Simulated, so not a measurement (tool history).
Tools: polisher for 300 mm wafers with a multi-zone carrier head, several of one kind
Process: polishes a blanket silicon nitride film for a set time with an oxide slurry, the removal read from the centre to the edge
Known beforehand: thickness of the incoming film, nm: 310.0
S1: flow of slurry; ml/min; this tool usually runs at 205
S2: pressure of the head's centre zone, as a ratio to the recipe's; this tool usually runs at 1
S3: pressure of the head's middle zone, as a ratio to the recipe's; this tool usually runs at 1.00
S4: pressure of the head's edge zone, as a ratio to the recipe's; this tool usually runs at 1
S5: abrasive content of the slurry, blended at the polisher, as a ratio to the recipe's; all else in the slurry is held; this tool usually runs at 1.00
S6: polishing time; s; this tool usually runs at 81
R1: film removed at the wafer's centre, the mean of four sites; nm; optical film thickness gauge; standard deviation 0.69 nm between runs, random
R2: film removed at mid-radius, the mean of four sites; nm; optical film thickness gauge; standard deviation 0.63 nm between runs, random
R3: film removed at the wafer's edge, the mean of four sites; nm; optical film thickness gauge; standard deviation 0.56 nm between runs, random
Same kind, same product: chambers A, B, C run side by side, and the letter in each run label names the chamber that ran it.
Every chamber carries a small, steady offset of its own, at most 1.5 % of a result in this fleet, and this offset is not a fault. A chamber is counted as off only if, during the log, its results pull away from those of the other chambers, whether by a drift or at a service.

run	hour	S1	S2	S3	S4	S5	S6	R1	R2	R3
1B	6.5	205	1	1.00	1	1.00	81	81.521	81.156	81.943
2C	10.4	205	1	1.00	1	1.00	81	82.867	81.183	81.620
# hour 10.9: chamber C: slurry nozzle cleaned
3A	17.5	205	1	1.00	1	1.00	81	80.554	81.674	81.868
4A	21.7	205	1	1.00	1	1.00	81	82.623	81.988	81.966
5B	28.0	205	1	1.00	1	1.00	81	83.001	80.881	81.470
# hour 32.8: chamber C: worn pad replaced by a new one
6C	33.0	205	1	1.00	1	1.00	81	83.095	81.172	81.683
7B	41.1	205	1	1.00	1	1.00	81	82.520	81.973	82.244
8A	45.6	205	1	1.00	1	1.00	81	80.962	81.897	81.246
9C	52.6	205	1	1.00	1	1.00	81	83.152	81.019	82.687
# hour 53.7: chamber B: worn pad replaced by a new one
10C	58.1	205	1	1.00	1	1.00	81	82.508	79.946	81.266
11B	66.0	205	1	1.00	1	1.00	81	83.538	81.516	81.325
12A	72.1	205	1	1.00	1	1.00	81	80.499	81.769	82.018
13B	79.0	205	1	1.00	1	1.00	81	82.368	81.482	82.417
14A	84.1	205	1	1.00	1	1.00	81	82.094	80.778	81.305
15C	91.5	205	1	1.00	1	1.00	81	82.643	80.760	81.394
16A	96.7	205	1	1.00	1	1.00	81	82.824	82.248	82.357
17C	101.0	205	1	0.93	1	0.75	81	73.086	65.671	71.100
18B	105.3	205	1	0.93	1	0.75	81	72.096	67.390	72.093
19B	111.9	205	1	0.93	1	0.75	81	71.417	66.760	70.304
20C	119.5	205	1	1.00	1	1.00	81	82.784	80.396	80.703
21A	126.6	205	1	1.00	1	1.00	81	81.957	81.616	81.671
22A	133.9	205	1	1.00	1	1.00	81	81.481	82.646	81.732
23C	138.0	205	1	1.00	1	1.00	106	107.170	105.540	105.670
24B	145.3	205	1	1.00	1	1.00	106	108.660	107.580	107.670
# hour 146.1: chamber A: slurry nozzle cleaned
25C	152.1	205	1	1.00	1	1.00	106	108.220	107.420	107.080
26B	156.1	205	1	1.00	1	1.00	81	83.365	81.469	81.882
27A	161.6	205	1	1.00	1	1.00	81	81.329	82.873	80.822
28A	168.4	205	1	1.00	1	1.00	81	81.110	81.594	82.584
29B	176.0	205	1	1.00	1	1.00	81	82.685	80.732	81.648
30C	182.5	205	1	1.00	1	1.00	81	84.012	80.897	80.474
31B	186.2	205	1	1.00	1	1.00	81	83.342	81.521	81.561
32C	192.7	205	1	1.00	1	1.00	81	82.178	81.059	81.154

Each of the 3 chambers runs these same settings next. Fill in every chamber's results:
33A	198.8	205	1	1.00	1	1.00	81	?	?	?
33B	198.8	205	1	1.00	1	1.00	81	?	?	?
33C	198.8	205	1	1.00	1	1.00	81	?	?	?

run	R1	R2	R3
33A	81.187	83.244	82.949
33B	81.718	81.163	81.508
33C	82.378	80.487	81.212
